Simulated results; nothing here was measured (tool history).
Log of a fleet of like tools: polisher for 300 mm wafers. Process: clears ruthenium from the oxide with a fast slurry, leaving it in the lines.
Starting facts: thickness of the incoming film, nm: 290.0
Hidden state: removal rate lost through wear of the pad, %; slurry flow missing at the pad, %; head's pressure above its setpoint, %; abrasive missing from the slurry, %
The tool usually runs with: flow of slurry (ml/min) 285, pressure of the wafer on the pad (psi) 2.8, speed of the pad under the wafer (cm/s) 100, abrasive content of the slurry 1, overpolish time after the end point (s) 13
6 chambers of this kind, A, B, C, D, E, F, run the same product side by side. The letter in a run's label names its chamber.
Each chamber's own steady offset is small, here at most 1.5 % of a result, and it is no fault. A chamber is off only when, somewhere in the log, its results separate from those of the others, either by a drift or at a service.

run     day  flow of slurry (ml/min)  pressure of the wafer on the pad (psi)  speed of the pad under the wafer (cm/s)  abrasive content of the slurry  overpolish time after the end point (s)  wafers polished on this pad  hours since the slurry nozzle was cleaned  hours since the head pressure was calibrated  hours since the slurry blender was calibrated  time until the end point was called (s)  dishing of a wide line in a test structure (angstrom)
 1E   0.412                      285                                     2.8                                      100                               1                                       13                          202                                      143.2                                         133.2                                            121                                   75.403                                                 416.12
 2B   0.858                      285                                     2.8                                      100                               1                                       13                         1038                                         30                                         850.6                                           32.5                                   76.211                                                  402.8
      1.054  -- chamber A: worn pad replaced by a new one
      1.125  -- chamber D: head pressure recalibrated
 3D   1.329                      285                                     2.8                                      100                               1                                       13                          516                                      806.2                                           4.9                                          348.4                                   75.904                                                 405.74
 4F   1.583                      285                                     2.8                                      100                               1                                       13                          449                                      597.5                                         408.1                                          168.7                                   75.583                                                 415.42
      1.938  -- chamber C: slurry blender recalibrated
 5A   2.075                      285                                     2.8                                      100                               1                                       13                          228                                      167.4                                         274.2                                           82.4                                   76.023                                                 396.91
      2.125  -- chamber D: slurry nozzle cleaned
      2.421  -- chamber C: worn pad replaced by a new one
      2.479  -- chamber B: worn pad replaced by a new one
 6C   2.517                      285                                     2.8                                      100                               1                                       13                           21                                      355.2                                         172.3                                           13.9                                   75.679                                                 406.31
 7E   2.854                      285                                     2.8                                      100                               1                                       13                          748                                      201.8                                         191.8                                          179.6                                   76.158                                                 422.27
        2.9  -- chamber F: slurry blender recalibrated
      3.121  -- chamber D: worn pad replaced by a new one
 8B   3.125                      285                                     2.8                                      100                               1                                       13                          145                                       84.4                                           905                                           86.9                                   76.305                                                 406.55
 9F   3.558                      285                                     2.8                                      100                               1                                       13                          891                                      644.9                                         455.5                                           15.9                                   76.156                                                  413.1
10D   3.933                      285                                     2.8                                      100                             1.2                                        6                          182                                       43.5                                          67.4                                          410.9                                   70.851                                                 219.56
      3.938  -- chamber E: worn pad replaced by a new one
11A   4.375                      285                                     2.8                                      100                             1.2                                        6                          742                                      222.6                                         329.4                                          137.6                                   68.831                                                 212.53
12C   4.829                      285                                     2.8                                      100                             1.2                                        6                          538                                      410.7                                         227.8                                           69.4                                   70.519                                                 212.76
      4.854  -- chamber F: worn pad replaced by a new one
      4.888  -- chamber C: worn pad replaced by a new one
13D   5.133                      285                                     2.8                                      100                             1.2                                        6                          450                                       72.3                                          96.2                                          439.7                                   71.112                                                 212.65
      5.379  -- chamber E: slurry nozzle cleaned
14B   5.604                      285                                     2.8                                      100                             1.2                                        6                          699                                      143.9                                         964.5                                          146.4                                   70.328                                                 217.99
      5.808  -- chamber A: slurry blender recalibrated
      5.862  -- chamber A: worn pad replaced by a new one
15C   5.925                      285                                     2.8                                      100                             1.2                                        6                          232                                        437                                         254.1                                           95.7                                   70.617                                                 211.75
16A   6.179                      285                                     2.8                                      100                               1                                       13                           70                                      265.9                                         372.7                                              9                                   75.154                                                 410.46
17E   6.417                      285                                     2.8                                      100                               1                                       13                          554                                         25                                         277.3                                          265.1                                   76.264                                                 414.27
18F   6.671                      285                                     2.8                                      100                               1                                       13                          406                                      719.6                                         530.2                                           90.6                                   76.212                                                 411.75
19B   6.896                      210                                     2.8                                      100                               1                                       13                          988                                      174.9                                         995.5                                          177.4                                   79.609                                                 396.34
20A   7.338                      210                                     2.8                                      100                               1                                       13                          329                                      293.7                                         400.5                                           36.8                                   78.592                                                 400.51
      7.404  -- chamber D: slurry blender recalibrated
      7.533  -- chamber C: slurry nozzle cleaned
      7.562  -- chamber D: worn pad replaced by a new one
21F   7.654                      210                                     2.8                                      100                               1                                       13                          626                                      743.2                                         553.8                                          114.2                                   78.047                                                  392.8
       7.95  -- chamber C: worn pad replaced by a new one
      8.133  -- chamber E: slurry blender recalibrated
22C    8.15                      210                                     2.8                                      100                               1                                       13                           44                                       14.9                                         307.5                                          149.1                                   77.488                                                 398.89
      8.346  -- chamber E: worn pad replaced by a new one
      8.458  -- chamber B: worn pad replaced by a new one
23D   8.458                      210                                     2.8                                      100                               1                                       13                          200                                      152.1                                           176                                           25.3                                   78.044                                                 397.84
24E   8.688                      210                                     2.8                                      100                               1                                       13                           76                                       79.5                                         331.8                                           13.4                                    78.27                                                 405.17
      8.858  -- chamber F: head pressure recalibrated
25B   8.933                      285                                     2.8                                      100                               1                                       13                          106                                      223.8                                        1044.4                                          226.3                                   76.376                                                 410.12
26E   9.333                      285                                     2.8                                      100                               1                                       13                          221                                         95                                         347.3                                           28.9                                   77.314                                                 409.46
        9.4  -- chamber B: head pressure recalibrated
27A   9.571                      285                                     2.8                                      100                               1                                       13                          829                                      347.3                                         454.1                                           90.4                                   74.912                                                 407.57
28F   9.921                      285                                     2.8                                      100                               1                                       13                         1133                                      797.6                                          25.5                                          168.6                                   76.133                                                 404.36
29D  10.175                      285                                     2.8                                      100                               1                                       13                          584                                      193.3                                         217.2                                           66.5                                   74.949                                                 419.11
30C  10.412                      285                                     2.8                                      100                               1                                       13                          550                                       69.2                                         361.8                                          203.4                                   76.522                                                 402.95
31C  10.671                      285                                     2.8                                      100                               1                                       13                          608                                       75.4                                           368                                          209.6                                       76                                                  411.3
     10.762  -- chamber F: slurry blender recalibrated
       10.9  -- chamber A: worn pad replaced by a new one
32E    10.9                      285                                     2.8                                      100                               1                                       13                          571                                      132.6                                         384.9                                           66.5                                   76.188                                                 410.88
     11.129  -- chamber F: worn pad replaced by a new one
33A   11.35                      285                                     2.8                                       88                               1                                       13                          100                                        390                                         496.8                                          133.1                                   86.033                                                 361.57
     11.683  -- chamber D: worn pad replaced by a new one
34D  11.767                      285                                     2.8                                       88                               1                                       13                           18                                      231.5                                         255.4                                          104.7                                   87.249                                                 369.79
35B    12.1                      285                                     2.8                                       88                               1                                       13                          814                                      299.8                                          64.8                                          302.3                                   87.687                                                 357.87
     12.288  -- chamber F: slurry nozzle cleaned
36F  12.517                      285                                     2.8                                       88                               1                                       13                          310                                        5.6                                          87.8                                           42.2                                   85.296                                                 365.05
37F  12.929                      285                                     2.8                                       88                               1                                       13                          403                                       15.5                                          97.7                                           52.1                                   87.268                                                 361.96
38B  13.183                      285                                     2.8                                       88                               1                                       13                         1056                                      325.8                                          90.8                                          328.3                                   85.913                                                 359.83

The same settings go to every chamber for the next run, one line per chamber below. Forecast the results for each:
39A  13.542                      285                                     2.8                                      136                               1                                       13                                                                                                                                                                                                             ?                                                      ?
39B  13.542                      285                                     2.8                                      136                               1                                       13                                                                                                                                                                                                             ?                                                      ?
39C  13.542                      285                                     2.8                                      136                               1                                       13                                                                                                                                                                                                             ?                                                      ?
39D  13.542                      285                                     2.8                                      136                               1                                       13                                                                                                                                                                                                             ?                                                      ?
39E  13.542                      285                                     2.8                                      136                               1                                       13                                                                                                                                                                                                             ?                                                      ?
39F  13.542                      285                                     2.8                                      136                               1                                       13                                                                                                                                                                                                             ?                                                      ?

run  time until the end point was called (s)  dishing of a wide line in a test structure (angstrom)
39A                                   55.695                                                 530.53
39B                                   55.241                                                  540.8
39C                                   57.354                                                 541.95
39D                                   56.326                                                  540.8
39E                                   56.525                                                 537.94
39F                                    55.92                                                 534.83
